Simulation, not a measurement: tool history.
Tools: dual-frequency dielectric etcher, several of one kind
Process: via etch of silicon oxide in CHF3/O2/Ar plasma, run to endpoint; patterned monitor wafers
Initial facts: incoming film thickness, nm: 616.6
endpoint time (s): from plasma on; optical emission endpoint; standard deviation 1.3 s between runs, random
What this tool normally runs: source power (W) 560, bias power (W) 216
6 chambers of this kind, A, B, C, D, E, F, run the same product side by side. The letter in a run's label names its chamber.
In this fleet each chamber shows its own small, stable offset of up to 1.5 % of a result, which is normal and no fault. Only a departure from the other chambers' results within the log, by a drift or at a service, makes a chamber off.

run     day  source power (W)  bias power (W)  endpoint time (s)
 1F   0.467               560             216             297.46
 2C   0.800               560             216             302.75
 3B   1.254               560             216             299.12
 4E   1.642               560             216             300.77
 5D   1.962               560             216             305.40
 6A   2.633               560             256             285.02
 7B   3.225               560             256             279.28
 8F   3.675               560             256             280.42
 9A   4.329               560             256             281.48
10E   4.846               560             256             282.04
      4.892  -- chamber C: wet clean of the chamber
11C   5.225               560             256             289.01
12D   5.679               560             216             305.54
13D   6.108               560             216             304.35
      6.217  -- chamber F: wet clean of the chamber
14F   6.712               560             216             297.57
15B   7.338               560             216             299.49
16A   7.679               560             216             303.67
17E   8.183               560             216             300.37
18C   8.738               560             216             303.45
19B   9.254               560             216             298.50
20F   9.558               560             216             295.94
21A  10.088               560             216             300.37
22C  10.750               560             216             302.38
23E  11.288               560             216             301.32
24D  11.862               560             216             303.64
     12.325  -- chamber A: wet clean of the chamber
25C  12.396               560             216             303.37
26F  12.721               450             216             326.23
     12.742  -- chamber D: wet clean of the chamber
27D  13.121               450             216             331.59
28B  13.621               450             216             323.38
29E  14.171               450             216             328.70
30A  14.708               450             216             328.88
31C  15.004               450             216             327.26
32E  15.296               470             249             308.03
33B  15.925               470             249             303.91
     16.138  -- chamber C: source power generator calibrated
34F  16.308               470             249             300.88
35A  16.862               470             249             307.11
     17.142  -- chamber B: wet clean of the chamber
36D  17.512               470             249             310.12
37D  17.900               470             249             310.27
38F  18.296               560             216             297.33
39E  18.908               560             189             320.28
40C  19.229               560             189             316.65
41B  19.708               560             189             313.87
42A  20.054               560             189             316.59
43E  20.621               560             189             323.36

Read the log: is a single chamber off, either drifting away or since a service, is the gauge that measures every chamber drifting, or is nothing wrong beyond small per-chamber offsets? Name any odd chamber and what most likely caused it.

One chamber, E, drifts off from the rest bit by bit.
Most likely cause: etch rate under this chamber's usual, % = 3.14.

Here are 4 candidates for chamber E's next run, each the usual settings with a change, their results left as question marks. Which one brings its results back in line with what the others give on the usual settings?
In line here means within this much of the mean the other chambers give on the usual settings: endpoint time (s) 4.50
44E-1  21.100               560             248                  ?
44E-2  21.100               540             209                  ?
44E-3  21.100               580             223                  ?
44E-4  21.100               490             216                  ?

What the other chambers average on the usual settings: endpoint time (s) 301.38
  run  endpoint time (s)
44E-1             294.39
44E-2             316.87
44E-3             301.49
44E-4             325.17
44E-3 is the one that brings the chamber's results back in line with the other chambers.

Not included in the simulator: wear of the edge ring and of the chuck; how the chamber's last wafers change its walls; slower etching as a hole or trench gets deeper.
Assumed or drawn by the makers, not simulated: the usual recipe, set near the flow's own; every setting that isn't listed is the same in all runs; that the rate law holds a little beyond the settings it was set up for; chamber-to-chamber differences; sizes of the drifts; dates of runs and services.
